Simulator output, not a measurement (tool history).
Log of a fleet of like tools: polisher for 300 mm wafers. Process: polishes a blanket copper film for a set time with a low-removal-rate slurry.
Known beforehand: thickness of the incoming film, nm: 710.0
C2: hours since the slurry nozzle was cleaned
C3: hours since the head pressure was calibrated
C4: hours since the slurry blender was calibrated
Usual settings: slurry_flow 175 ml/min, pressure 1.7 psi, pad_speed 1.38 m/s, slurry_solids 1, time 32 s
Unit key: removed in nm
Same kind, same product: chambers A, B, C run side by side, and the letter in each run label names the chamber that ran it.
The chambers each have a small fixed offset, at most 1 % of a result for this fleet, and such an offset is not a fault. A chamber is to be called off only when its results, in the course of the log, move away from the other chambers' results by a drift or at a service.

Run 1C, day 0.479: usual settings; wafers polished on this pad 650; C2 15.4; C3 392.8; C4 187. Result: removed 63.264 nm.
At day 0.946: chamber A: worn pad replaced by a new one.
Run 2A, day 0.95: usual settings; wafers polished on this pad 1; C2 125.1; C3 674.9; C4 88. Result: removed 63.33 nm.
Run 3B, day 1.258: usual settings; wafers polished on this pad 1266; C2 354.3; C3 791.6; C4 90.9. Result: removed 62.689 nm.
At day 1.517: chamber B: worn pad replaced by a new one.
Run 4C, day 1.858: usual settings; wafers polished on this pad 910; C2 48.5; C3 425.9; C4 220.1. Result: removed 62.695 nm.
Run 5B, day 2.408: usual settings but slurry_flow 235 ml/min, time 22 s; wafers polished on this pad 168; C2 381.9; C3 819.2; C4 118.5. Result: removed 44.647 nm.
Run 6A, day 2.883: usual settings but slurry_flow 235 ml/min, time 22 s; wafers polished on this pad 365; C2 171.5; C3 721.3; C4 134.4. Result: removed 44.92 nm.
Run 7A, day 3.425: usual settings but slurry_flow 235 ml/min, time 22 s; wafers polished on this pad 467; C2 184.5; C3 734.3; C4 147.4. Result: removed 44.99 nm.
Run 8B, day 3.796: usual settings; wafers polished on this pad 430; C2 415.2; C3 852.5; C4 151.8. Result: removed 63.42 nm.
At day 4.1: chamber A: slurry blender recalibrated.
At day 4.292: chamber A: worn pad replaced by a new one.
Run 9C, day 4.362: usual settings; wafers polished on this pad 1381; C2 108.6; C3 486; C4 280.2. Result: removed 62.245 nm.
At day 4.662: chamber B: slurry blender recalibrated.
Run 10B, day 4.717: usual settings; wafers polished on this pad 603; C2 437.3; C3 874.6; C4 1.3. Result: removed 62.697 nm.
Run 11A, day 5.017: usual settings; wafers polished on this pad 136; C2 222.7; C3 772.5; C4 22.1. Result: removed 62.2 nm.
At day 5.038: chamber B: head pressure recalibrated.
Run 12C, day 5.367: usual settings; wafers polished on this pad 1571; C2 132.7; C3 510.1; C4 304.3. Result: removed 61.202 nm.
Run 13B, day 5.967: usual settings; wafers polished on this pad 839; C2 467.3; C3 22.3; C4 31.3. Result: removed 63.178 nm.
Run 14A, day 6.358: usual settings; wafers polished on this pad 389; C2 254.9; C3 804.7; C4 54.3. Result: removed 62.084 nm.
Run 15C, day 6.671: usual settings but time 22 s; wafers polished on this pad 1816; C2 164; C3 541.4; C4 335.6. Result: removed 41.596 nm.
Run 16A, day 7.058: usual settings but time 22 s; wafers polished on this pad 521; C2 271.7; C3 821.5; C4 71.1. Result: removed 43.627 nm.
Run 17C, day 7.417: usual settings but time 22 s; wafers polished on this pad 1957; C2 181.9; C3 559.3; C4 353.5. Result: removed 41.736 nm.
Run 18B, day 7.704: usual settings but slurry_flow 145 ml/min, slurry_solids 0.85; wafers polished on this pad 1166; C2 509; C3 64; C4 73. Result: removed 59.197 nm.
At day 7.721: chamber A: worn pad replaced by a new one.
Run 19C, day 8.004: usual settings but slurry_flow 145 ml/min, slurry_solids 0.85; wafers polished on this pad 2068; C2 196; C3 573.4; C4 367.6. Result: removed 56.605 nm.
Run 20B, day 8.542: usual settings but slurry_flow 145 ml/min, slurry_solids 0.85; wafers polished on this pad 1324; C2 529.1; C3 84.1; C4 93.1. Result: removed 59.424 nm.
Run 21A, day 8.896: usual settings; wafers polished on this pad 221; C2 315.8; C3 865.6; C4 115.2. Result: removed 63.357 nm.
Run 22A, day 9.4: usual settings; wafers polished on this pad 316; C2 327.9; C3 877.7; C4 127.3. Result: removed 62.526 nm.
At day 9.758: chamber C: slurry blender recalibrated.
Run 23C, day 9.938: usual settings but slurry_flow 210 ml/min, slurry_solids 0.8; wafers polished on this pad 2432; C2 242.4; C3 619.8; C4 4.4. Result: removed 58.078 nm.

Is one chamber out of step, is the gauge drifting, or do the chambers differ by no more than their own small offsets? For an off chamber, give its letter and the likeliest cause.

One chamber, C, drifts off from the rest bit by bit.
Likeliest cause: removal rate lost through wear of the pad, % = 7.49.
It could be hard to tell apart here from: slurry flow missing at the pad, %; head's pressure below its setpoint, %.

Below are 4 candidate recipes for chamber C's next run, each the usual settings with a change, their results shown as question marks. Which of them brings C's results back in line with what the other chambers give on the usual settings?
Allowed miss from the other chambers' usual-settings mean, per result, to count as in line: removed 1.4 nm
Run 24C-1, day 10.412: usual settings but slurry_flow 165 ml/min, slurry_solids 0.95. Result: removed ?.
Run 24C-2, day 10.412: usual settings but slurry_solids 1.3. Result: removed ?.
Run 24C-3, day 10.412: usual settings but pad_speed 1.42 m/s. Result: removed ?.
Run 24C-4, day 10.412: usual settings but pad_speed 1.34 m/s, time 31 s. Result: removed ?.

Average result of the remaining chambers running the usual settings: removed 62.782 nm
  run  removed
24C-1   57.787
24C-2   62.463
24C-3   60.688
24C-4   55.464
24C-2 brings the chamber back in line.

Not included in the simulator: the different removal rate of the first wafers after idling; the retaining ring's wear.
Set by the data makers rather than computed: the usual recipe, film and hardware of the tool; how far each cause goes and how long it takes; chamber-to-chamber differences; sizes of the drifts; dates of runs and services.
